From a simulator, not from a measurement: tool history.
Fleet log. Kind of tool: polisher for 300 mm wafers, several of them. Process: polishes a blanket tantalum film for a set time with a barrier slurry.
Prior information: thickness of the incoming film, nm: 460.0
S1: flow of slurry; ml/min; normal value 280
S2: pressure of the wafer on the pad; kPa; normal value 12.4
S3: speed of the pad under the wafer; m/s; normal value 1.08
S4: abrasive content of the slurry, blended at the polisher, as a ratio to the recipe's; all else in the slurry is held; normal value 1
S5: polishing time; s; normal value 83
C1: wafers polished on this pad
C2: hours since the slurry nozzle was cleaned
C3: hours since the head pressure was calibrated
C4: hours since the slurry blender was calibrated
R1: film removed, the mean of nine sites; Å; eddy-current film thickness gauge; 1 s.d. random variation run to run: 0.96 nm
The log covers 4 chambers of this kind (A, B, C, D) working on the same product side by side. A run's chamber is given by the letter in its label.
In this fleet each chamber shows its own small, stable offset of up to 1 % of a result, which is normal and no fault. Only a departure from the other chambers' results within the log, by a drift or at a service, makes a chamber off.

| run | hour | S1 | S2 | S3 | S4 | S5 | C1 | C2 | C3 | C4 | R1 |
|---|---|---|---|---|---|---|---|---|---|---|---|
| 1A | 14.4 | 280 | 12.4 | 1.08 | 1 | 83 | 915 | 59.8 | 131.9 | 215.1 | 1342.8 |
| 2B | 26.2 | 280 | 12.4 | 1.08 | 1 | 83 | 384 | 30.2 | 275.9 | 40.1 | 1337 |
|  | 33 | chamber D: head pressure recalibrated |
|  | 33.9 | chamber A: worn pad replaced by a new one |
| 3D | 39.1 | 280 | 12.4 | 1.08 | 1 | 83 | 362 | 70.3 | 6.1 | 140.2 | 1354.3 |
| 4C | 49 | 280 | 12.4 | 1.08 | 1 | 83 | 677 | 165.8 | 164.7 | 251.1 | 1342.2 |
| 5B | 56.3 | 280 | 12.4 | 1.08 | 1 | 83 | 614 | 60.3 | 306 | 70.2 | 1328.9 |
| 6C | 69 | 280 | 12.4 | 1.08 | 1 | 83 | 830 | 185.8 | 184.7 | 271.1 | 1363.2 |
|  | 72.2 | chamber C: slurry blender recalibrated |
| 7D | 75.9 | 280 | 12.4 | 1.08 | 1 | 83 | 644 | 107.1 | 42.9 | 177 | 1335.9 |
|  | 78.5 | chamber A: slurry blender recalibrated |
| 8A | 88.3 | 280 | 12.4 | 1.08 | 1 | 83 | 417 | 133.7 | 205.8 | 9.8 | 1337.2 |
| 9D | 96.8 | 280 | 12.4 | 1.08 | 1 | 83 | 805 | 128 | 63.8 | 197.9 | 1336.6 |
|  | 96.9 | chamber B: worn pad replaced by a new one |
|  | 106.4 | chamber B: slurry blender recalibrated |
| 10C | 107.3 | 280 | 12.4 | 1.08 | 1 | 83 | 1124 | 224.1 | 223 | 35.2 | 1360.8 |
| 11A | 121.1 | 280 | 12.4 | 1.08 | 1 | 83 | 668 | 166.5 | 238.6 | 42.6 | 1329.6 |
|  | 126.5 | chamber D: worn pad replaced by a new one |
| 12B | 128.5 | 280 | 11 | 1.08 | 1 | 83 | 242 | 132.5 | 378.2 | 22.1 | 1172.7 |
|  | 129.9 | chamber B: head pressure recalibrated |
| 13B | 142.9 | 280 | 11 | 1.08 | 1 | 83 | 352 | 146.9 | 13 | 36.5 | 1165.5 |
|  | 152 | chamber C: worn pad replaced by a new one |
| 14A | 155 | 280 | 11 | 1.08 | 1 | 83 | 928 | 200.4 | 272.5 | 76.5 | 1198.2 |
|  | 161.7 | chamber A: worn pad replaced by a new one |
| 15D | 163.7 | 280 | 11 | 1.08 | 1 | 83 | 285 | 194.9 | 130.7 | 264.8 | 1196.6 |
| 16C | 176.7 | 280 | 12.4 | 1.08 | 1 | 83 | 189 | 293.5 | 292.4 | 104.6 | 1345.6 |
| 17D | 186.8 | 280 | 12.4 | 1.08 | 1 | 83 | 462 | 218 | 153.8 | 287.9 | 1352.4 |
| 18C | 194.7 | 280 | 12.4 | 1.08 | 1 | 83 | 327 | 311.5 | 310.4 | 122.6 | 1363.4 |
|  | 195.1 | chamber B: worn pad replaced by a new one |
| 19B | 204.1 | 280 | 12.4 | 1.08 | 1 | 83 | 69 | 208.1 | 74.2 | 97.7 | 1334.1 |
|  | 212.6 | chamber C: head pressure recalibrated |
| 20A | 213 | 280 | 12.4 | 1.08 | 1 | 83 | 393 | 258.4 | 330.5 | 134.5 | 1333.8 |
|  | 219.6 | chamber A: head pressure recalibrated |
| 21A | 227.6 | 280 | 12.4 | 1.08 | 1 | 83 | 505 | 273 | 8 | 149.1 | 1231.8 |
|  | 229.3 | chamber B: slurry blender recalibrated |
|  | 241.8 | chamber A: slurry nozzle cleaned |
| 22D | 243.1 | 280 | 12.4 | 1.08 | 1 | 83 | 893 | 274.3 | 210.1 | 344.2 | 1363.9 |
| 23C | 257.5 | 280 | 12.4 | 1.08 | 1 | 83 | 808 | 374.3 | 45 | 185.4 | 1341.9 |
| 24B | 270.9 | 280 | 12.4 | 1.08 | 1 | 83 | 581 | 274.9 | 141 | 41.6 | 1340.5 |
| 25B | 277.8 | 280 | 12.4 | 0.84 | 0.75 | 83 | 634 | 281.8 | 147.9 | 48.5 | 941.02 |
| 26A | 286.4 | 280 | 12.4 | 0.84 | 0.75 | 83 | 955 | 44.6 | 66.8 | 207.9 | 879.86 |
|  | 287.3 | chamber D: worn pad replaced by a new one |
|  | 293.8 | chamber D: slurry blender recalibrated |
|  | 299.7 | chamber A: worn pad replaced by a new one |
| 27C | 300.7 | 280 | 12.4 | 0.84 | 0.75 | 83 | 1139 | 417.5 | 88.2 | 228.6 | 958.04 |
|  | 310.4 | chamber B: worn pad replaced by a new one |
| 28D | 314.6 | 280 | 12.4 | 0.84 | 0.75 | 83 | 209 | 345.8 | 281.6 | 20.9 | 954.95 |
| 29A | 324.5 | 280 | 12.4 | 1.08 | 1 | 83 | 190 | 82.7 | 104.9 | 246 | 1245.8 |
|  | 325.1 | chamber C: worn pad replaced by a new one |
| 30D | 338.6 | 280 | 12.4 | 1.08 | 1 | 83 | 393 | 369.8 | 305.6 | 44.9 | 1334.2 |
|  | 343.3 | chamber B: slurry blender recalibrated |
|  | 345.1 | chamber B: slurry nozzle cleaned |
|  | 350.5 | chamber C: slurry blender recalibrated |
| 31C | 351.5 | 280 | 12.4 | 1.08 | 1 | 83 | 202 | 468.3 | 139 | 1.1 | 1354.4 |
| 32B | 363 | 280 | 12.4 | 1.08 | 1 | 83 | 403 | 18 | 233.1 | 19.8 | 1323 |
| 33C | 373.6 | 280 | 12.4 | 1.08 | 1 | 83 | 372 | 490.4 | 161.1 | 23.2 | 1339.9 |
| 34B | 387.1 | 280 | 12.4 | 1.08 | 1 | 83 | 588 | 42.1 | 257.2 | 43.9 | 1334.8 |
| 35D | 396.9 | 280 | 12.4 | 1.08 | 1 | 83 | 840 | 428.1 | 363.9 | 103.2 | 1332.8 |

Does one chamber stand apart from the rest, does the shared gauge drift, or is all well apart from small per-chamber offsets? Give the chamber and the most likely cause, where there is one.

The work done on chamber A during a service left it standing apart from the others.
Most likely cause: head's pressure below its setpoint, % = 7.41.

Below are 4 candidate recipes for chamber A's next run, each the usual settings with a change, their results shown as question marks. Which of them brings A's results back in line with what the other chambers give on the usual settings?
In line here means within this much of the mean the other chambers give on the usual settings: R1 34 Å
| 36A-1 | 408.5 | 280 | 12.4 | 1.04 | 1 | 80 |  |  |  |  | ? |
| 36A-2 | 408.5 | 280 | 12.4 | 1.06 | 1 | 82 |  |  |  |  | ? |
| 36A-3 | 408.5 | 280 | 12.4 | 1.12 | 1 | 87 |  |  |  |  | ? |
| 36A-4 | 408.5 | 280 | 12.4 | 1.1 | 1 | 84 |  |  |  |  | ? |

On the usual settings, the other chambers give on average: R1 1347.6 Å
| run | R1 |
|---|---|
| 36A-1 | 1153.6 |
| 36A-2 | 1205.3 |
| 36A-3 | 1351.5 |
| 36A-4 | 1281.5 |
Change 36A-3 lands the chamber within the allowed miss of the other chambers.
